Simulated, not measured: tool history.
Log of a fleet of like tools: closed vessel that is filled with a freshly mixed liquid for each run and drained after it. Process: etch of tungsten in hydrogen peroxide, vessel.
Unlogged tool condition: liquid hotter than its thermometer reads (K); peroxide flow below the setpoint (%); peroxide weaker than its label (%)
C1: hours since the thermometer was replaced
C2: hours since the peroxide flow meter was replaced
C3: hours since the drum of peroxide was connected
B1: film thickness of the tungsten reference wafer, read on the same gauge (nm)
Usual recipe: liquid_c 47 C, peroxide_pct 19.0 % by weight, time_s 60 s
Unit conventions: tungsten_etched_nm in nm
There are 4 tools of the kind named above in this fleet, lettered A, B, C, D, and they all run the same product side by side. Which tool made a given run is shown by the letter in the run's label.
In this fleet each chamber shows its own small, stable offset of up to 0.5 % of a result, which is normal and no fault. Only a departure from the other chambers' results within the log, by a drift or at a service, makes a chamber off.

Run 1A, day 0.312: usual settings; C1 383.0; C2 1757.2; C3 247.2; B1 50.022. Result: tungsten_etched_nm 40.960 nm.
Run 2D, day 0.675: usual settings; C1 168.4; C2 407.3; C3 848.5; B1 50.030. Result: tungsten_etched_nm 40.875 nm.
Run 3B, day 1.075: usual settings; C1 466.0; C2 752.8; C3 218.9; B1 50.023. Result: tungsten_etched_nm 41.265 nm.
Run 4C, day 1.396: usual settings; C1 326.8; C2 534.8; C3 1002.5; B1 50.016. Result: tungsten_etched_nm 40.569 nm.
Run 5A, day 1.808: usual settings; C1 418.9; C2 1793.1; C3 283.1; B1 50.010. Result: tungsten_etched_nm 41.427 nm.
Run 6B, day 2.146: usual settings; C1 491.7; C2 778.5; C3 244.6; B1 50.002. Result: tungsten_etched_nm 41.391 nm.
Run 7D, day 2.417: usual settings; C1 210.2; C2 449.1; C3 890.3; B1 50.052. Result: tungsten_etched_nm 41.192 nm.
Run 8C, day 2.662: usual settings; C1 357.2; C2 565.2; C3 1032.9; B1 49.966. Result: tungsten_etched_nm 40.955 nm.
Run 9D, day 2.929: usual settings but peroxide_pct 14.0 % by weight; C1 222.5; C2 461.4; C3 902.6; B1 49.992. Result: tungsten_etched_nm 35.198 nm.
At day 3.196: chamber B: thermometer replaced.
Run 10C, day 3.246: usual settings but peroxide_pct 14.0 % by weight; C1 371.2; C2 579.2; C3 1046.9; B1 49.984. Result: tungsten_etched_nm 35.469 nm.
Run 11A, day 3.654: usual settings but peroxide_pct 14.0 % by weight; C1 463.2; C2 1837.4; C3 327.4; B1 50.035. Result: tungsten_etched_nm 35.444 nm.
Run 12B, day 3.904: usual settings but peroxide_pct 14.0 % by weight; C1 17.1; C2 820.7; C3 286.8; B1 50.056. Result: tungsten_etched_nm 35.209 nm.
Run 13B, day 4.283: usual settings but liquid_c 51 C, peroxide_pct 14.5 % by weight; C1 26.2; C2 829.8; C3 295.9; B1 50.024. Result: tungsten_etched_nm 45.353 nm.
Run 14A, day 4.688: usual settings but liquid_c 51 C, peroxide_pct 14.5 % by weight; C1 488.0; C2 1862.2; C3 352.2; B1 49.994. Result: tungsten_etched_nm 46.262 nm.
Run 15D, day 4.992: usual settings but liquid_c 51 C, peroxide_pct 14.5 % by weight; C1 272.0; C2 510.9; C3 952.1; B1 50.023. Result: tungsten_etched_nm 46.168 nm.
Run 16C, day 5.212: usual settings but liquid_c 51 C, peroxide_pct 14.5 % by weight; C1 418.4; C2 626.4; C3 1094.1; B1 50.000. Result: tungsten_etched_nm 45.773 nm.
Run 17D, day 5.650: usual settings but peroxide_pct 21.5 % by weight, time_s 40 s; C1 287.8; C2 526.7; C3 967.9; B1 50.022. Result: tungsten_etched_nm 29.293 nm.
Run 18B, day 6.062: usual settings but peroxide_pct 21.5 % by weight, time_s 40 s; C1 68.9; C2 872.5; C3 338.6; B1 50.003. Result: tungsten_etched_nm 28.953 nm.
Run 19A, day 6.383: usual settings but peroxide_pct 21.5 % by weight, time_s 40 s; C1 528.7; C2 1902.9; C3 392.9; B1 50.007. Result: tungsten_etched_nm 29.056 nm.
Run 20C, day 6.608: usual settings but peroxide_pct 21.5 % by weight, time_s 40 s; C1 451.9; C2 659.9; C3 1127.6; B1 49.975. Result: tungsten_etched_nm 28.847 nm.
Run 21D, day 7.067: usual settings; C1 321.8; C2 560.7; C3 1001.9; B1 50.009. Result: tungsten_etched_nm 40.829 nm.
Run 22C, day 7.446: usual settings; C1 472.0; C2 680.0; C3 1147.7; B1 50.023. Result: tungsten_etched_nm 41.231 nm.
Run 23B, day 7.821: usual settings; C1 111.1; C2 914.7; C3 380.8; B1 49.981. Result: tungsten_etched_nm 41.025 nm.
Run 24A, day 8.154: usual settings; C1 571.2; C2 1945.4; C3 435.4; B1 50.007. Result: tungsten_etched_nm 41.801 nm.
Run 25D, day 8.554: usual settings; C1 357.5; C2 596.4; C3 1037.6; B1 49.978. Result: tungsten_etched_nm 40.990 nm.
Run 26C, day 9.012: usual settings; C1 509.6; C2 717.6; C3 1185.3; B1 50.000. Result: tungsten_etched_nm 40.635 nm.
Run 27A, day 9.329: usual settings; C1 599.4; C2 1973.6; C3 463.6; B1 49.961. Result: tungsten_etched_nm 42.631 nm.
Run 28B, day 9.621: usual settings; C1 154.3; C2 957.9; C3 424.0; B1 50.038. Result: tungsten_etched_nm 40.874 nm.
Run 29B, day 10.004: usual settings; C1 163.5; C2 967.1; C3 433.2; B1 49.960. Result: tungsten_etched_nm 40.486 nm.
At day 10.008: chamber B: new drum of peroxide connected.
Run 30C, day 10.288: usual settings; C1 540.2; C2 748.2; C3 1215.9; B1 50.003. Result: tungsten_etched_nm 41.353 nm.
At day 10.554: chamber C: new drum of peroxide connected.
Run 31D, day 10.788: usual settings; C1 411.1; C2 650.0; C3 1091.2; B1 49.999. Result: tungsten_etched_nm 41.473 nm.
Run 32A, day 11.067: usual settings; C1 641.1; C2 2015.3; C3 505.3; B1 50.005. Result: tungsten_etched_nm 43.429 nm.
Run 33A, day 11.508: usual settings; C1 651.7; C2 2025.9; C3 515.9; B1 49.957. Result: tungsten_etched_nm 43.294 nm.
Run 34D, day 11.750: usual settings; C1 434.2; C2 673.1; C3 1114.3; B1 49.964. Result: tungsten_etched_nm 41.437 nm.
Run 35B, day 12.088: usual settings; C1 213.5; C2 1017.1; C3 50.0; B1 50.050. Result: tungsten_etched_nm 40.809 nm.
Run 36C, day 12.333: usual settings; C1 589.3; C2 797.3; C3 42.7; B1 49.979. Result: tungsten_etched_nm 40.906 nm.
Run 37A, day 12.617: usual settings; C1 678.3; C2 2052.5; C3 542.5; B1 49.989. Result: tungsten_etched_nm 43.058 nm.
Run 38D, day 13.083: usual settings; C1 466.2; C2 705.1; C3 1146.3; B1 50.015. Result: tungsten_etched_nm 41.546 nm.
Run 39C, day 13.542: usual settings; C1 618.3; C2 826.3; C3 71.7; B1 49.957. Result: tungsten_etched_nm 41.368 nm.
Run 40B, day 13.858: usual settings; C1 256.0; C2 1059.6; C3 92.5; B1 49.986. Result: tungsten_etched_nm 41.139 nm.
Run 41B, day 14.233: usual settings; C1 265.0; C2 1068.6; C3 101.5; B1 50.010. Result: tungsten_etched_nm 41.288 nm.
At day 14.254: chamber D: new drum of peroxide connected.
Run 42C, day 14.546: usual settings; C1 642.4; C2 850.4; C3 95.8; B1 50.019. Result: tungsten_etched_nm 41.003 nm.
Run 43D, day 15.021: usual settings; C1 512.7; C2 751.6; C3 18.4; B1 50.021. Result: tungsten_etched_nm 41.051 nm.

For the next run the whole fleet of 4 chambers uses the same settings. Give each chamber's results:
Run 44A, day 15.379: usual settings. Result: tungsten_etched_nm ?.
Run 44B, day 15.379: usual settings. Result: tungsten_etched_nm ?.
Run 44C, day 15.379: usual settings. Result: tungsten_etched_nm ?.
Run 44D, day 15.379: usual settings. Result: tungsten_etched_nm ?.

run  tungsten_etched_nm
44A              44.754
44B              40.707
44C              41.257
44D              41.081
